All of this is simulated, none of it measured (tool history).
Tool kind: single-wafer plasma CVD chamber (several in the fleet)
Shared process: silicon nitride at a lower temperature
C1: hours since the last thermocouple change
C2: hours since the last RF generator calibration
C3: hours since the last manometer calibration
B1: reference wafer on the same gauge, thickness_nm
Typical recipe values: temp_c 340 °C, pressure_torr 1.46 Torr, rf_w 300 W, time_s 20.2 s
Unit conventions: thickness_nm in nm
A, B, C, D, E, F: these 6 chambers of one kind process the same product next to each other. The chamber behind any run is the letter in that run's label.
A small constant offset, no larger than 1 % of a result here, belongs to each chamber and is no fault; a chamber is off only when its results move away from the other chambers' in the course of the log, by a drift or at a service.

{"run": "1C", "hour": 5.1, "temp_c": 340, "pressure_torr": 1.46, "rf_w": 300, "time_s": 20.2, "C1": 1565.9, "C2": 396.1, "C3": 996.4, "B1": 18.886, "thickness_nm": 23.197}
{"run": "2A", "hour": 8.4, "temp_c": 340, "pressure_torr": 1.46, "rf_w": 300, "time_s": 20.2, "C1": 158.6, "C2": 608.3, "C3": 645, "B1": 18.892, "thickness_nm": 23.417}
{"run": "3F", "hour": 14.7, "temp_c": 340, "pressure_torr": 1.46, "rf_w": 300, "time_s": 20.2, "C1": 886, "C2": 890.8, "C3": 319.9, "B1": 18.906, "thickness_nm": 23.144}
{"run": "4B", "hour": 19.1, "temp_c": 340, "pressure_torr": 1.46, "rf_w": 300, "time_s": 20.2, "C1": 277.4, "C2": 781.2, "C3": 613.7, "B1": 18.898, "thickness_nm": 23.326}
{"run": "5E", "hour": 25.0, "temp_c": 340, "pressure_torr": 1.46, "rf_w": 300, "time_s": 20.2, "C1": 39.4, "C2": 2326.3, "C3": 465.1, "B1": 18.907, "thickness_nm": 23.067}
{"run": "6D", "hour": 31.2, "temp_c": 340, "pressure_torr": 1.46, "rf_w": 300, "time_s": 20.2, "C1": 1290.8, "C2": 839.8, "C3": 737.3, "B1": 18.903, "thickness_nm": 23.239}
{"run": "7E", "hour": 37.2, "temp_c": 340, "pressure_torr": 1.46, "rf_w": 300, "time_s": 20.2, "C1": 51.6, "C2": 2338.5, "C3": 477.3, "B1": 18.908, "thickness_nm": 23.169}
{"run": "8A", "hour": 42.4, "temp_c": 340, "pressure_torr": 1.46, "rf_w": 300, "time_s": 20.2, "C1": 192.6, "C2": 642.3, "C3": 679, "B1": 18.919, "thickness_nm": 23.296}
{"run": "9F", "hour": 46.7, "temp_c": 340, "pressure_torr": 1.46, "rf_w": 300, "time_s": 20.2, "C1": 918, "C2": 922.8, "C3": 351.9, "B1": 18.905, "thickness_nm": 23.201}
{"run": "10B", "hour": 52.9, "temp_c": 340, "pressure_torr": 1.46, "rf_w": 300, "time_s": 20.2, "C1": 311.2, "C2": 815, "C3": 647.5, "B1": 18.897, "thickness_nm": 23.078}
{"run": "11D", "hour": 57.6, "temp_c": 340, "pressure_torr": 1.46, "rf_w": 300, "time_s": 20.2, "C1": 1317.2, "C2": 866.2, "C3": 763.7, "B1": 18.896, "thickness_nm": 22.942}
{"run": "12C", "hour": 61.6, "temp_c": 340, "pressure_torr": 1.46, "rf_w": 300, "time_s": 20.2, "C1": 1622.4, "C2": 452.6, "C3": 1052.9, "B1": 18.889, "thickness_nm": 23.356}
{"run": "13D", "hour": 67.6, "temp_c": 340, "pressure_torr": 1.46, "rf_w": 300, "time_s": 20.2, "C1": 1327.2, "C2": 876.2, "C3": 773.7, "B1": 18.912, "thickness_nm": 23.293}
{"run": "14F", "hour": 71.4, "temp_c": 340, "pressure_torr": 1.46, "rf_w": 300, "time_s": 20.2, "C1": 942.7, "C2": 947.5, "C3": 376.6, "B1": 18.898, "thickness_nm": 22.813}
{"run": "15A", "hour": 78.2, "temp_c": 340, "pressure_torr": 1.46, "rf_w": 300, "time_s": 20.2, "C1": 228.4, "C2": 678.1, "C3": 714.8, "B1": 18.906, "thickness_nm": 23.179}
{"run": "16E", "hour": 82.1, "temp_c": 340, "pressure_torr": 1.46, "rf_w": 300, "time_s": 20.2, "C1": 96.5, "C2": 2383.4, "C3": 522.2, "B1": 18.926, "thickness_nm": 22.98}
{"run": "17B", "hour": 86.8, "temp_c": 340, "pressure_torr": 1.46, "rf_w": 300, "time_s": 20.2, "C1": 345.1, "C2": 848.9, "C3": 681.4, "B1": 18.89, "thickness_nm": 23.169}
{"run": "18C", "hour": 90.1, "temp_c": 340, "pressure_torr": 1.46, "rf_w": 300, "time_s": 20.2, "C1": 1650.9, "C2": 481.1, "C3": 1081.4, "B1": 18.9, "thickness_nm": 23.322}
{"run": "19C", "hour": 96.1, "temp_c": 340, "pressure_torr": 1.46, "rf_w": 300, "time_s": 23.1, "C1": 1656.9, "C2": 487.1, "C3": 1087.4, "B1": 18.913, "thickness_nm": 26.668}
{"run": "20F", "hour": 102.6, "temp_c": 340, "pressure_torr": 1.46, "rf_w": 300, "time_s": 23.1, "C1": 973.9, "C2": 978.7, "C3": 407.8, "B1": 18.89, "thickness_nm": 26.31}
{"run": "21B", "hour": 108.1, "temp_c": 340, "pressure_torr": 1.46, "rf_w": 300, "time_s": 23.1, "C1": 366.4, "C2": 870.2, "C3": 702.7, "B1": 18.896, "thickness_nm": 26.547}
{"run": "22E", "hour": 114.9, "temp_c": 340, "pressure_torr": 1.46, "rf_w": 300, "time_s": 23.1, "C1": 129.3, "C2": 2416.2, "C3": 555, "B1": 18.895, "thickness_nm": 26.303}
{"run": "23A", "hour": 120.4, "temp_c": 340, "pressure_torr": 1.46, "rf_w": 300, "time_s": 23.1, "C1": 270.6, "C2": 720.3, "C3": 757, "B1": 18.896, "thickness_nm": 26.69}
{"hour": 122.0, "done": "chamber E: RF generator calibrated"}
{"run": "24D", "hour": 124.2, "temp_c": 340, "pressure_torr": 1.46, "rf_w": 300, "time_s": 23.1, "C1": 1383.8, "C2": 932.8, "C3": 830.3, "B1": 18.87, "thickness_nm": 26.499}
{"run": "25F", "hour": 130.1, "temp_c": 340, "pressure_torr": 1.46, "rf_w": 300, "time_s": 20.2, "C1": 1001.4, "C2": 1006.2, "C3": 435.3, "B1": 18.902, "thickness_nm": 22.849}
{"run": "26C", "hour": 137.2, "temp_c": 340, "pressure_torr": 1.46, "rf_w": 300, "time_s": 20.2, "C1": 1698, "C2": 528.2, "C3": 1128.5, "B1": 18.921, "thickness_nm": 23.153}
{"run": "27E", "hour": 142.1, "temp_c": 340, "pressure_torr": 1.46, "rf_w": 300, "time_s": 20.2, "C1": 156.5, "C2": 20.2, "C3": 582.2, "B1": 18.916, "thickness_nm": 23.154}
{"run": "28A", "hour": 147.7, "temp_c": 340, "pressure_torr": 1.46, "rf_w": 300, "time_s": 20.2, "C1": 297.9, "C2": 747.6, "C3": 784.3, "B1": 18.897, "thickness_nm": 23.393}
{"hour": 150.2, "done": "chamber D: thermocouple changed; heater temperature recalibrated"}
{"run": "29B", "hour": 154.5, "temp_c": 340, "pressure_torr": 1.46, "rf_w": 300, "time_s": 20.2, "C1": 412.8, "C2": 916.6, "C3": 749.1, "B1": 18.891, "thickness_nm": 23.062}
{"run": "30D", "hour": 158.6, "temp_c": 340, "pressure_torr": 1.46, "rf_w": 300, "time_s": 20.2, "C1": 8.4, "C2": 967.2, "C3": 864.7, "B1": 18.906, "thickness_nm": 22.992}
{"run": "31B", "hour": 164.5, "temp_c": 340, "pressure_torr": 1.46, "rf_w": 300, "time_s": 20.2, "C1": 422.8, "C2": 926.6, "C3": 759.1, "B1": 18.887, "thickness_nm": 22.994}
{"run": "32D", "hour": 169.9, "temp_c": 350, "pressure_torr": 1.46, "rf_w": 300, "time_s": 20.2, "C1": 19.7, "C2": 978.5, "C3": 876, "B1": 18.906, "thickness_nm": 23.011}
{"run": "33E", "hour": 174.7, "temp_c": 350, "pressure_torr": 1.46, "rf_w": 300, "time_s": 20.2, "C1": 189.1, "C2": 52.8, "C3": 614.8, "B1": 18.922, "thickness_nm": 22.896}
{"run": "34A", "hour": 180.0, "temp_c": 350, "pressure_torr": 1.46, "rf_w": 300, "time_s": 20.2, "C1": 330.2, "C2": 779.9, "C3": 816.6, "B1": 18.909, "thickness_nm": 23.182}
{"run": "35F", "hour": 187.0, "temp_c": 350, "pressure_torr": 1.46, "rf_w": 300, "time_s": 20.2, "C1": 1058.3, "C2": 1063.1, "C3": 492.2, "B1": 18.913, "thickness_nm": 22.407}
{"run": "36C", "hour": 190.7, "temp_c": 350, "pressure_torr": 1.46, "rf_w": 300, "time_s": 20.2, "C1": 1751.5, "C2": 581.7, "C3": 1182, "B1": 18.902, "thickness_nm": 23.105}
{"hour": 191.2, "done": "chamber C: thermocouple changed; heater temperature recalibrated"}
{"run": "37F", "hour": 197.5, "temp_c": 350, "pressure_torr": 1.46, "rf_w": 300, "time_s": 20.2, "C1": 1068.8, "C2": 1073.6, "C3": 502.7, "B1": 18.892, "thickness_nm": 22.676}
{"run": "38A", "hour": 201.0, "temp_c": 340, "pressure_torr": 1.46, "rf_w": 300, "time_s": 20.2, "C1": 351.2, "C2": 800.9, "C3": 837.6, "B1": 18.905, "thickness_nm": 23.328}
{"hour": 205.2, "done": "chamber B: RF generator calibrated"}
{"run": "39E", "hour": 207.4, "temp_c": 340, "pressure_torr": 1.46, "rf_w": 300, "time_s": 20.2, "C1": 221.8, "C2": 85.5, "C3": 647.5, "B1": 18.889, "thickness_nm": 22.959}
{"run": "40B", "hour": 210.8, "temp_c": 340, "pressure_torr": 1.46, "rf_w": 300, "time_s": 20.2, "C1": 469.1, "C2": 5.7, "C3": 805.4, "B1": 18.901, "thickness_nm": 23.236}
{"run": "41C", "hour": 217.8, "temp_c": 340, "pressure_torr": 1.46, "rf_w": 300, "time_s": 20.2, "C1": 26.7, "C2": 608.8, "C3": 1209.1, "B1": 18.897, "thickness_nm": 23.234}

Predict what each chamber gives when all 6 of them run the settings below next.
{"run": "42A", "hour": 222.9, "temp_c": 340, "pressure_torr": 1.46, "rf_w": 300, "time_s": 20.2, "thickness_nm": "?"}
{"run": "42B", "hour": 222.9, "temp_c": 340, "pressure_torr": 1.46, "rf_w": 300, "time_s": 20.2, "thickness_nm": "?"}
{"run": "42C", "hour": 222.9, "temp_c": 340, "pressure_torr": 1.46, "rf_w": 300, "time_s": 20.2, "thickness_nm": "?"}
{"run": "42D", "hour": 222.9, "temp_c": 340, "pressure_torr": 1.46, "rf_w": 300, "time_s": 20.2, "thickness_nm": "?"}
{"run": "42E", "hour": 222.9, "temp_c": 340, "pressure_torr": 1.46, "rf_w": 300, "time_s": 20.2, "thickness_nm": "?"}
{"run": "42F", "hour": 222.9, "temp_c": 340, "pressure_torr": 1.46, "rf_w": 300, "time_s": 20.2, "thickness_nm": "?"}

run=42A thickness_nm=23.285
run=42B thickness_nm=23.201
run=42C thickness_nm=23.256
run=42D thickness_nm=23.233
run=42E thickness_nm=23.046
run=42F thickness_nm=22.377

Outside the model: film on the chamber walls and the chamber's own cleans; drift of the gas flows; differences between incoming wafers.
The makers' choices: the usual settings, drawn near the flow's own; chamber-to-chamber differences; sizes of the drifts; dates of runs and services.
